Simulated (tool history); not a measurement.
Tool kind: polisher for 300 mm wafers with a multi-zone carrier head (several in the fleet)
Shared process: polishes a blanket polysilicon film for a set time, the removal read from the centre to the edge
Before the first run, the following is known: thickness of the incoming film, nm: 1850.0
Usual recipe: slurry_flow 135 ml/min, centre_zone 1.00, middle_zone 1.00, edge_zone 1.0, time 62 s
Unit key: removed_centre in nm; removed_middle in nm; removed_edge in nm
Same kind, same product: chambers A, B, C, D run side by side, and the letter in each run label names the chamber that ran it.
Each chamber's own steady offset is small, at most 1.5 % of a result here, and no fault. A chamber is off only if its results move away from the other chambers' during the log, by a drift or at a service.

run,hour,slurry_flow,centre_zone,middle_zone,edge_zone,time,wafers polished on this pad,hours since the slurry nozzle was cleaned,hours since the centre zone pressure was calibrated,hours since the edge zone pressure was calibrated,removed_centre,removed_middle,removed_edge
# hour 11.6: chamber A: worn pad replaced by a new one
1C,13.5,135,1.00,1.00,1.0,62,475,642.7,615.3,351.9,582.34,579.05,584.14
2D,20.4,135,1.00,1.00,1.0,62,209,573.8,1046.5,593.8,578.29,589.07,598.74
# hour 25.0: chamber B: slurry nozzle cleaned
# hour 28.1: chamber B: worn pad replaced by a new one
3A,30.0,135,1.00,1.00,1.0,62,156,185.8,36.6,309.1,590.49,594.32,591.44
4B,37.0,135,1.00,1.00,1.0,62,75,12.0,300.7,742.1,582.39,591.74,582.77
5B,47.4,135,1.00,0.94,0.9,62,163,22.4,311.1,752.5,585.79,556.71,558.05
6C,53.8,135,1.00,0.94,0.9,62,817,683.0,655.6,392.2,584.36,548.85,555.14
7A,64.7,135,1.00,0.94,0.9,62,449,220.5,71.3,343.8,599.30,553.96,555.51
# hour 65.8: chamber C: worn pad replaced by a new one
# hour 74.0: chamber D: worn pad replaced by a new one
8D,76.0,135,1.00,0.94,0.9,62,17,629.4,1102.1,649.4,584.38,558.81,565.26
# hour 83.8: chamber D: slurry nozzle cleaned
9A,84.3,135,1.00,1.04,1.0,62,615,240.1,90.9,363.4,592.74,608.65,592.01
10C,93.1,135,1.00,1.04,1.0,62,231,722.3,694.9,431.5,585.38,596.13,583.49
11D,99.9,135,1.00,1.04,1.0,62,219,16.1,1126.0,673.3,592.93,612.08,595.42
12B,111.1,135,1.00,1.04,1.0,62,702,86.1,374.8,816.2,579.95,607.84,586.28
13C,120.5,135,1.00,1.00,1.0,62,463,749.7,722.3,458.9,593.26,586.06,590.09
# hour 121.1: chamber B: worn pad replaced by a new one
14A,128.7,135,1.00,1.00,1.0,62,991,284.5,135.3,407.8,605.56,588.06,589.29
# hour 133.6: chamber A: worn pad replaced by a new one
# hour 136.0: chamber C: slurry nozzle cleaned
15B,139.9,135,1.00,1.00,1.0,62,159,114.9,403.6,845.0,581.39,586.02,585.86
16D,146.2,135,1.00,1.00,1.0,62,611,62.4,1172.3,719.6,588.51,593.92,590.74
17D,156.1,135,1.00,1.00,1.0,62,695,72.3,1182.2,729.5,573.41,590.77,598.51
# hour 162.4: chamber D: worn pad replaced by a new one
18C,162.6,135,1.00,1.00,1.0,62,819,26.7,764.4,501.0,579.43,590.60,590.22
19B,169.3,135,1.00,1.00,1.0,62,408,144.3,433.0,874.4,582.14,581.32,589.75
# hour 176.5: chamber C: worn pad replaced by a new one
20A,181.3,135,1.00,1.00,1.0,62,404,337.1,187.9,460.4,589.35,592.19,593.41
21C,187.8,135,1.00,1.00,1.0,62,95,51.9,789.6,526.2,584.46,574.65,586.13
# hour 191.3: chamber B: edge zone pressure recalibrated
22B,200.2,135,1.00,1.00,1.0,62,670,175.2,463.9,8.9,586.32,579.84,592.96
23A,210.3,135,1.00,1.00,1.0,62,649,366.1,216.9,489.4,597.86,597.46,588.04
# hour 217.1: chamber A: edge zone pressure recalibrated
24D,221.7,135,1.00,1.00,1.0,62,502,137.9,1247.8,795.1,581.13,591.99,596.59
# hour 223.0: chamber B: worn pad replaced by a new one
25D,235.3,135,1.00,1.00,1.0,62,617,151.5,1261.4,808.7,586.84,584.66,603.02
# hour 239.7: chamber D: centre zone pressure recalibrated
26C,247.2,135,1.00,1.00,1.0,62,598,111.3,849.0,585.6,590.51,577.65,583.12
# hour 248.5: chamber D: worn pad replaced by a new one
# hour 248.9: chamber A: worn pad replaced by a new one
27B,255.6,135,0.91,1.00,1.0,62,276,230.6,519.3,64.3,528.61,580.66,582.68
28A,267.8,135,0.91,1.00,1.0,62,160,423.6,274.4,50.8,539.74,600.36,590.52
# hour 277.8: chamber C: worn pad replaced by a new one
29D,279.6,135,0.91,1.00,1.0,62,263,195.8,39.9,853.0,533.79,591.83,595.58
30B,288.0,135,0.91,1.00,1.0,62,551,263.0,551.7,96.7,525.00,591.99,586.15
31C,298.0,135,1.00,1.00,1.0,54,171,162.1,899.8,636.4,509.28,500.77,516.22
32A,306.5,135,1.00,1.00,1.0,54,488,462.3,313.1,89.5,516.60,515.50,514.44
33B,315.3,135,1.00,1.00,1.0,54,782,290.3,579.0,124.0,509.18,512.13,507.44
# hour 316.6: chamber B: worn pad replaced by a new one
34C,328.5,135,1.00,1.00,1.0,54,429,192.6,930.3,666.9,504.86,512.54,512.52
# hour 337.6: chamber D: worn pad replaced by a new one
35D,338.2,135,1.00,1.00,1.0,62,5,254.4,98.5,911.6,582.52,594.09,593.82
36A,349.5,135,1.00,1.00,1.0,62,852,505.3,356.1,132.5,607.74,596.65,593.95
# hour 360.7: chamber A: worn pad replaced by a new one
37B,361.3,135,1.00,1.00,1.0,62,379,336.3,625.0,170.0,578.64,591.51,584.68
38A,373.1,135,1.00,1.00,1.0,62,105,528.9,379.7,156.1,599.95,588.81,587.85
39D,381.2,135,1.00,1.00,1.0,55,369,297.4,141.5,954.6,504.79,524.48,525.23
# hour 392.9: chamber C: worn pad replaced by a new one
40C,393.7,135,1.00,1.00,1.0,55,7,257.8,995.5,732.1,524.18,517.23,526.03
41C,405.1,135,1.00,1.00,1.0,55,103,269.2,1006.9,743.5,515.80,522.64,514.80
42D,414.2,135,1.00,1.00,1.0,55,648,330.4,174.5,987.6,525.67,524.13,526.83
43A,420.4,135,1.00,1.00,1.0,62,505,576.2,427.0,203.4,590.88,597.68,593.85
# hour 424.1: chamber B: worn pad replaced by a new one
44B,433.0,135,1.00,1.00,1.0,62,75,408.0,696.7,241.7,585.36,591.36,575.96

Next, every chamber runs the same settings. What will each give?
45A,442.8,155,1.00,1.00,1.0,62,,,,,?,?,?
45B,442.8,155,1.00,1.00,1.0,62,,,,,?,?,?
45C,442.8,155,1.00,1.00,1.0,62,,,,,?,?,?
45D,442.8,155,1.00,1.00,1.0,62,,,,,?,?,?

run,removed_centre,removed_middle,removed_edge
45A,608.49,611.67,597.47
45B,598.25,613.69,598.03
45C,603.61,598.94,601.87
45D,597.71,603.22,606.55
